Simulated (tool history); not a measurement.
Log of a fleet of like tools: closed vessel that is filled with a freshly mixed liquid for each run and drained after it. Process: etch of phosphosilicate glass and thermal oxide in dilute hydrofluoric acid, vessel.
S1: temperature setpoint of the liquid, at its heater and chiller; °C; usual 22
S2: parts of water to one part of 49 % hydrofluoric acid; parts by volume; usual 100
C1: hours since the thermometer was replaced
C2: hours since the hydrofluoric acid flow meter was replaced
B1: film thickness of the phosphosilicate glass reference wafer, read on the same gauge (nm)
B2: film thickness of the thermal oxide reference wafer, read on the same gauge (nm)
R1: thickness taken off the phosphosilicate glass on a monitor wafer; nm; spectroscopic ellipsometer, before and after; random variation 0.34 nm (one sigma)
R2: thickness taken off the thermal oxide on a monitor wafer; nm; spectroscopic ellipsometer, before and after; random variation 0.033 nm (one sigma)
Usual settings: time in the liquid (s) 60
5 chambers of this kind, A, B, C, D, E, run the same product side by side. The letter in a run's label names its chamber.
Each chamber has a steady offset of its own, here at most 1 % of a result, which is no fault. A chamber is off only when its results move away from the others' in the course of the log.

Run 1E, hour 12.9: usual settings; C1 470; C2 953; B1 130; B2 140.01. Result: R1 110.18 nm, R2 2.5581 nm.
Run 2A, hour 25.5: usual settings; C1 1677.4; C2 424.3; B1 130.01; B2 140. Result: R1 110.59 nm, R2 2.5226 nm.
Run 3C, hour 32.8: usual settings; C1 1376; C2 397.8; B1 129.98; B2 140. Result: R1 110.71 nm, R2 2.4844 nm.
Run 4D, hour 41.8: usual settings; C1 1310.4; C2 263.7; B1 130; B2 140. Result: R1 109.2 nm, R2 2.541 nm.
Run 5B, hour 57.7: usual settings; C1 990.1; C2 1603.3; B1 129.96; B2 140. Result: R1 110.39 nm, R2 2.505 nm.
Run 6B, hour 70: usual settings but S1 17.5 °C, S2 125 parts by volume; C1 1002.4; C2 1615.6; B1 129.99; B2 140. Result: R1 71.562 nm, R2 1.69 nm.
Run 7D, hour 85.8: usual settings but S1 17.5 °C, S2 125 parts by volume; C1 1354.4; C2 307.7; B1 129.98; B2 140.03. Result: R1 70.865 nm, R2 1.6303 nm.
At hour 94.2: chamber C: hydrofluoric acid flow meter replaced.
Run 8A, hour 98.4: usual settings but S1 17.5 °C, S2 125 parts by volume; C1 1750.3; C2 497.2; B1 130; B2 139.97. Result: R1 71.46 nm, R2 1.6275 nm.
Run 9E, hour 108.9: usual settings but S1 17.5 °C, S2 125 parts by volume; C1 566; C2 1049; B1 130; B2 139.99. Result: R1 70.983 nm, R2 1.6616 nm.
Run 10C, hour 122.5: usual settings but S1 17.5 °C, S2 125 parts by volume; C1 1465.7; C2 28.4; B1 130; B2 140. Result: R1 71.521 nm, R2 1.6573 nm.
Run 11D, hour 133.5: usual settings; C1 1402.1; C2 355.4; B1 130; B2 140.02. Result: R1 109.69 nm, R2 2.58 nm.
Run 12B, hour 148: usual settings but time in the liquid (s) 30; C1 1080.4; C2 1693.6; B1 130.02; B2 140. Result: R1 55.322 nm, R2 1.2723 nm.
Run 13A, hour 156.6: usual settings but time in the liquid (s) 30; C1 1808.5; C2 555.4; B1 129.99; B2 140.01. Result: R1 54.831 nm, R2 1.2276 nm.
Run 14E, hour 172.8: usual settings but time in the liquid (s) 30; C1 629.9; C2 1112.9; B1 129.99; B2 140. Result: R1 55.105 nm, R2 1.2932 nm.
Run 15C, hour 181.4: usual settings but time in the liquid (s) 30; C1 1524.6; C2 87.3; B1 130.03; B2 139.99. Result: R1 55.212 nm, R2 1.265 nm.
Run 16C, hour 193.5: usual settings but time in the liquid (s) 30; C1 1536.7; C2 99.4; B1 129.99; B2 140.03. Result: R1 55.13 nm, R2 1.254 nm.
Run 17D, hour 208.8: usual settings; C1 1477.4; C2 430.7; B1 129.99; B2 139.99. Result: R1 110.38 nm, R2 2.5754 nm.
Run 18A, hour 220.7: usual settings; C1 1872.6; C2 619.5; B1 129.98; B2 140.03. Result: R1 109.72 nm, R2 2.5326 nm.
Run 19E, hour 230.4: usual settings; C1 687.5; C2 1170.5; B1 129.99; B2 140.02. Result: R1 110.09 nm, R2 2.607 nm.
Run 20B, hour 244.8: usual settings; C1 1177.2; C2 1790.4; B1 129.98; B2 139.99. Result: R1 110.74 nm, R2 2.5912 nm.
Run 21A, hour 254.2: usual settings; C1 1906.1; C2 653; B1 129.97; B2 139.98. Result: R1 110.26 nm, R2 2.546 nm.
Run 22E, hour 269.7: usual settings; C1 726.8; C2 1209.8; B1 130.01; B2 140.04. Result: R1 110.28 nm, R2 2.5163 nm.
Run 23C, hour 284.7: usual settings; C1 1627.9; C2 190.6; B1 130.01; B2 139.98. Result: R1 110.41 nm, R2 2.5652 nm.
Run 24B, hour 298.1: usual settings; C1 1230.5; C2 1843.7; B1 129.99; B2 140.02. Result: R1 110.38 nm, R2 2.5414 nm.
Run 25D, hour 306.7: usual settings; C1 1575.3; C2 528.6; B1 129.98; B2 139.98. Result: R1 109.94 nm, R2 2.5223 nm.
At hour 308.3: chamber A: thermometer replaced.
Run 26A, hour 316.2: usual settings; C1 7.9; C2 715; B1 130.01; B2 140.01. Result: R1 110.81 nm, R2 2.4888 nm.
Run 27D, hour 324.8: usual settings; C1 1593.4; C2 546.7; B1 130; B2 140. Result: R1 109.53 nm, R2 2.5154 nm.
Run 28E, hour 333: usual settings; C1 790.1; C2 1273.1; B1 129.99; B2 140.02. Result: R1 109.75 nm, R2 2.5663 nm.
At hour 336.6: chamber C: thermometer replaced.
Run 29B, hour 341.7: usual settings; C1 1274.1; C2 1887.3; B1 130.01; B2 139.99. Result: R1 110.23 nm, R2 2.5739 nm.
Run 30C, hour 353.5: usual settings; C1 17; C2 259.4; B1 130; B2 139.98. Result: R1 111.05 nm, R2 2.5445 nm.
Run 31C, hour 362.9: usual settings; C1 26.4; C2 268.8; B1 129.98; B2 140.03. Result: R1 110.99 nm, R2 2.5253 nm.
Run 32D, hour 371.4: usual settings; C1 1640; C2 593.3; B1 130; B2 140. Result: R1 109.82 nm, R2 2.5 nm.
Run 33A, hour 385.3: usual settings but S2 145 parts by volume, time in the liquid (s) 80; C1 77; C2 784.1; B1 130; B2 140.01. Result: R1 95.999 nm, R2 2.1938 nm.
Run 34B, hour 397.3: usual settings but S2 145 parts by volume, time in the liquid (s) 80; C1 1329.7; C2 1942.9; B1 129.99; B2 139.99. Result: R1 96.903 nm, R2 2.2681 nm.
Run 35E, hour 409.9: usual settings but S2 145 parts by volume, time in the liquid (s) 80; C1 867; C2 1350; B1 129.98; B2 139.99. Result: R1 96.308 nm, R2 2.248 nm.
Run 36E, hour 417.5: usual settings but S2 145 parts by volume, time in the liquid (s) 80; C1 874.6; C2 1357.6; B1 130; B2 140.01. Result: R1 95.904 nm, R2 2.2383 nm.
Run 37A, hour 426.7: usual settings but S2 145 parts by volume, time in the liquid (s) 80; C1 118.4; C2 825.5; B1 130.01; B2 140. Result: R1 96.033 nm, R2 2.2079 nm.
At hour 434.3: chamber B: hydrofluoric acid flow meter replaced.
Run 38B, hour 435.8: usual settings; C1 1368.2; C2 1.6; B1 130; B2 140.02. Result: R1 110.5 nm, R2 2.5535 nm.
Run 39C, hour 449.3: usual settings; C1 112.8; C2 355.2; B1 130; B2 140.03. Result: R1 110.41 nm, R2 2.5749 nm.
Run 40D, hour 458.4: usual settings; C1 1727; C2 680.3; B1 130; B2 140.03. Result: R1 109.58 nm, R2 2.5286 nm.
Run 41E, hour 466.3: usual settings; C1 923.4; C2 1406.4; B1 130; B2 140.02. Result: R1 109.79 nm, R2 2.5937 nm.

Is one chamber off against the others, does the gauge drift, or is nothing wrong? If a chamber is off, say which, and what the likeliest cause is.

No chamber stands off beyond its own small offset, and the gauge holds steady.

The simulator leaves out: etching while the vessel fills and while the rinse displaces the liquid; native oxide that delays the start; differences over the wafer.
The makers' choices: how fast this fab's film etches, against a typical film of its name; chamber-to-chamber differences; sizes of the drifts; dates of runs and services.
